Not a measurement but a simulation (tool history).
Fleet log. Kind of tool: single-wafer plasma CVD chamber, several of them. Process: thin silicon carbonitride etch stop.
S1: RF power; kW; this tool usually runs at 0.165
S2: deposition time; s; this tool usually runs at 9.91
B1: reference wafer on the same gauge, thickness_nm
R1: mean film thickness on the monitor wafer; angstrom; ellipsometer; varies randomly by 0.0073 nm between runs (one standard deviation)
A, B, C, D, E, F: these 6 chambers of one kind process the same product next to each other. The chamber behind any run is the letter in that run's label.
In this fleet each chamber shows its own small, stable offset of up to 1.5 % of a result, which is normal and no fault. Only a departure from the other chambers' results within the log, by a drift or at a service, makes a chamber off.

Run 1C, hour 9.7: usual settings; B1 5.1096. Result: R1 53.605 angstrom.
Run 2B, hour 21.5: usual settings; B1 5.1080. Result: R1 53.345 angstrom.
Run 3D, hour 32.1: usual settings; B1 5.1079. Result: R1 53.958 angstrom.
Run 4E, hour 44.8: usual settings; B1 5.1049. Result: R1 53.407 angstrom.
At hour 56.7: chamber B: RF generator calibrated.
Run 5F, hour 59.1: usual settings; B1 5.1059. Result: R1 53.392 angstrom.
Run 6A, hour 66.0: usual settings; B1 5.1044. Result: R1 52.714 angstrom.
Run 7E, hour 76.3: usual settings; B1 5.1033. Result: R1 53.402 angstrom.
Run 8C, hour 90.4: usual settings; B1 5.1041. Result: R1 53.485 angstrom.
Run 9D, hour 101.5: usual settings; B1 5.1014. Result: R1 53.870 angstrom.
Run 10F, hour 108.9: usual settings but S2 8.90 s; B1 5.1014. Result: R1 47.866 angstrom.
Run 11A, hour 121.0: usual settings but S2 8.90 s; B1 5.1010. Result: R1 47.379 angstrom.
Run 12B, hour 128.7: usual settings but S2 8.90 s; B1 5.1007. Result: R1 47.839 angstrom.
Run 13C, hour 142.4: usual settings but S2 8.90 s; B1 5.1004. Result: R1 48.006 angstrom.
Run 14D, hour 151.7: usual settings but S2 8.90 s; B1 5.0976. Result: R1 48.142 angstrom.
Run 15E, hour 165.5: usual settings but S2 8.90 s; B1 5.0968. Result: R1 47.864 angstrom.
Run 16B, hour 175.0: usual settings; B1 5.0975. Result: R1 53.233 angstrom.
Run 17F, hour 185.1: usual settings; B1 5.0952. Result: R1 53.230 angstrom.
Run 18A, hour 196.1: usual settings; B1 5.0975. Result: R1 52.600 angstrom.
Run 19C, hour 204.6: usual settings; B1 5.0951. Result: R1 53.375 angstrom.
At hour 206.7: chamber A: RF generator calibrated.
Run 20F, hour 220.1: usual settings; B1 5.0944. Result: R1 53.176 angstrom.
Run 21B, hour 228.5: usual settings; B1 5.0932. Result: R1 53.135 angstrom.
Run 22D, hour 238.8: usual settings; B1 5.0930. Result: R1 53.730 angstrom.
Run 23A, hour 248.7: usual settings; B1 5.0926. Result: R1 52.542 angstrom.
Run 24E, hour 263.1: usual settings; B1 5.0906. Result: R1 53.232 angstrom.
Run 25C, hour 270.5: usual settings; B1 5.0932. Result: R1 53.336 angstrom.
Run 26D, hour 280.8: usual settings; B1 5.0919. Result: R1 53.622 angstrom.
Run 27B, hour 290.5: usual settings but S2 11.36 s; B1 5.0904. Result: R1 60.934 angstrom.
Run 28F, hour 303.6: usual settings but S2 11.36 s; B1 5.0887. Result: R1 60.972 angstrom.
Run 29E, hour 310.8: usual settings but S2 11.36 s; B1 5.0886. Result: R1 60.951 angstrom.
Run 30A, hour 319.6: usual settings but S2 11.36 s; B1 5.0886. Result: R1 60.388 angstrom.
Run 31B, hour 331.3: usual settings but S2 11.36 s; B1 5.0863. Result: R1 60.880 angstrom.
Run 32E, hour 339.0: usual settings but S2 11.36 s; B1 5.0843. Result: R1 60.926 angstrom.
Run 33D, hour 346.2: usual settings but S1 0.155 kW, S2 11.03 s; B1 5.0847. Result: R1 58.529 angstrom.
At hour 352.2: chamber E: thermocouple changed; heater temperature recalibrated.
Run 34F, hour 361.3: usual settings but S1 0.155 kW, S2 11.03 s; B1 5.0861. Result: R1 58.171 angstrom.
Run 35A, hour 369.6: usual settings but S1 0.155 kW, S2 11.03 s; B1 5.0838. Result: R1 57.435 angstrom.
Run 36C, hour 378.0: usual settings but S1 0.155 kW, S2 11.03 s; B1 5.0838. Result: R1 58.176 angstrom.
Run 37E, hour 386.2: usual settings but S1 0.155 kW, S2 11.03 s; B1 5.0817. Result: R1 58.204 angstrom.
Run 38B, hour 394.4: usual settings but S1 0.155 kW, S2 11.03 s; B1 5.0805. Result: R1 58.082 angstrom.

Decide between three cases: one chamber stands off from its peers, the gauge reading all wafers drifts, or nothing is wrong past each chamber's small offset. Where a chamber is off, say which and what most likely put it there.

None of the chambers is off. What moves is the gauge, dragging all their readings along together.
Likeliest cause: gauge reads low (%) = 0.566.
